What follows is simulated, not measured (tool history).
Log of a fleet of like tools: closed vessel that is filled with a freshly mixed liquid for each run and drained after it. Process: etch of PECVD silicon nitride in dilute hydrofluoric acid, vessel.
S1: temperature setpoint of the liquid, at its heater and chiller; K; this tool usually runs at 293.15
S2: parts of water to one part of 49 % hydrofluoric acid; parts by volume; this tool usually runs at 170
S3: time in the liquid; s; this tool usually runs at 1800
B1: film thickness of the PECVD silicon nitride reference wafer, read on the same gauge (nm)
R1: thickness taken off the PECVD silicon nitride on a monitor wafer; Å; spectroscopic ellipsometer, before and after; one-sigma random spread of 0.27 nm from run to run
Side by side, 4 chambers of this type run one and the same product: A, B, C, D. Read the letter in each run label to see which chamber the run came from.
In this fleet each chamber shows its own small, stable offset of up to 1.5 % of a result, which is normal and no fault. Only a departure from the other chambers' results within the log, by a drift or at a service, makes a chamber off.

| run | day | S1 | S2 | S3 | B1 | R1 |
|---|---|---|---|---|---|---|
| 1A | 0.154 | 293.15 | 170 | 1800 | 120.03 | 464.5 |
| 2C | 0.288 | 293.15 | 170 | 1800 | 119.97 | 462.19 |
| 3B | 0.529 | 293.15 | 170 | 1800 | 119.99 | 464.05 |
| 4D | 0.704 | 293.15 | 170 | 1800 | 120 | 465.98 |
| 5D | 0.996 | 293.15 | 170 | 1800 | 120 | 468.87 |
| 6B | 1.246 | 293.15 | 170 | 1800 | 120.03 | 464.93 |
| 7C | 1.429 | 293.15 | 170 | 1800 | 119.98 | 470.21 |
| 8A | 1.583 | 293.15 | 170 | 1800 | 120.03 | 460.37 |
| 9D | 1.762 | 296.15 | 145 | 1800 | 120 | 662.47 |
| 10A | 1.9 | 296.15 | 145 | 1800 | 119.99 | 662.65 |
| 11C | 2.062 | 296.15 | 145 | 1800 | 120.01 | 670.99 |
| 12B | 2.271 | 296.15 | 145 | 1800 | 120.01 | 660.72 |
| 13D | 2.45 | 293.15 | 170 | 1800 | 119.99 | 468.74 |
| 14A | 2.733 | 293.15 | 170 | 1800 | 119.99 | 460.32 |
| 15B | 2.875 | 293.15 | 170 | 1800 | 120.04 | 462.39 |
| 16C | 3.05 | 296.15 | 235 | 1800 | 119.99 | 417.11 |
| 17C | 3.292 | 296.15 | 235 | 1800 | 119.99 | 412.37 |
|  | 3.462 | chamber C: hydrofluoric acid flow meter replaced |
| 18D | 3.588 | 296.15 | 235 | 1800 | 119.98 | 417.53 |
| 19A | 3.767 | 296.15 | 235 | 1800 | 120.03 | 410.89 |
| 20B | 3.9 | 293.15 | 170 | 1800 | 119.99 | 463.8 |
| 21A | 4.071 | 293.15 | 170 | 1800 | 119.98 | 463.18 |
| 22B | 4.329 | 293.15 | 170 | 1800 | 119.99 | 466.2 |
| 23C | 4.496 | 293.15 | 170 | 1800 | 120.03 | 466.36 |
| 24D | 4.738 | 293.15 | 170 | 1800 | 119.96 | 470.59 |
| 25A | 4.912 | 293.15 | 245 | 1800 | 120 | 324.59 |
| 26C | 5.212 | 293.15 | 245 | 1800 | 119.99 | 325.6 |
| 27B | 5.479 | 293.15 | 245 | 1800 | 120.01 | 323.75 |
| 28D | 5.683 | 293.15 | 245 | 1800 | 119.99 | 335.22 |
| 29C | 5.933 | 293.15 | 170 | 1800 | 119.95 | 467.33 |
| 30B | 6.212 | 293.15 | 170 | 1800 | 120.01 | 462.5 |
| 31D | 6.483 | 293.15 | 170 | 1800 | 120.01 | 476.81 |
| 32A | 6.675 | 293.15 | 170 | 1800 | 120.01 | 461.63 |
| 33D | 6.883 | 293.15 | 170 | 1800 | 119.99 | 474.17 |
| 34C | 7.021 | 293.15 | 170 | 1800 | 119.99 | 466.66 |
| 35A | 7.308 | 293.15 | 170 | 1800 | 119.98 | 459.74 |
| 36B | 7.517 | 293.15 | 220 | 1800 | 119.96 | 364.9 |
| 37D | 7.792 | 293.15 | 220 | 1800 | 120.03 | 374.46 |
| 38B | 8.017 | 293.15 | 220 | 1800 | 119.99 | 360.26 |
| 39C | 8.288 | 293.15 | 220 | 1800 | 119.98 | 365.67 |
| 40A | 8.571 | 293.15 | 170 | 1800 | 120 | 464.27 |
| 41A | 8.75 | 293.15 | 170 | 1800 | 120.01 | 465.53 |
| 42B | 8.938 | 293.15 | 170 | 1800 | 120.01 | 462.33 |
| 43D | 9.092 | 293.15 | 170 | 1800 | 119.99 | 482.33 |
| 44C | 9.342 | 293.15 | 170 | 1800 | 120.01 | 466.3 |

For the next run the whole fleet of 4 chambers uses the same settings. Give each chamber's results:
| 45A | 9.554 | 290.65 | 170 | 1800 |  | ? |
| 45B | 9.554 | 290.65 | 170 | 1800 |  | ? |
| 45C | 9.554 | 290.65 | 170 | 1800 |  | ? |
| 45D | 9.554 | 290.65 | 170 | 1800 |  | ? |

| run | R1 |
|---|---|
| 45A | 389.54 |
| 45B | 390.74 |
| 45C | 393.79 |
| 45D | 409.47 |

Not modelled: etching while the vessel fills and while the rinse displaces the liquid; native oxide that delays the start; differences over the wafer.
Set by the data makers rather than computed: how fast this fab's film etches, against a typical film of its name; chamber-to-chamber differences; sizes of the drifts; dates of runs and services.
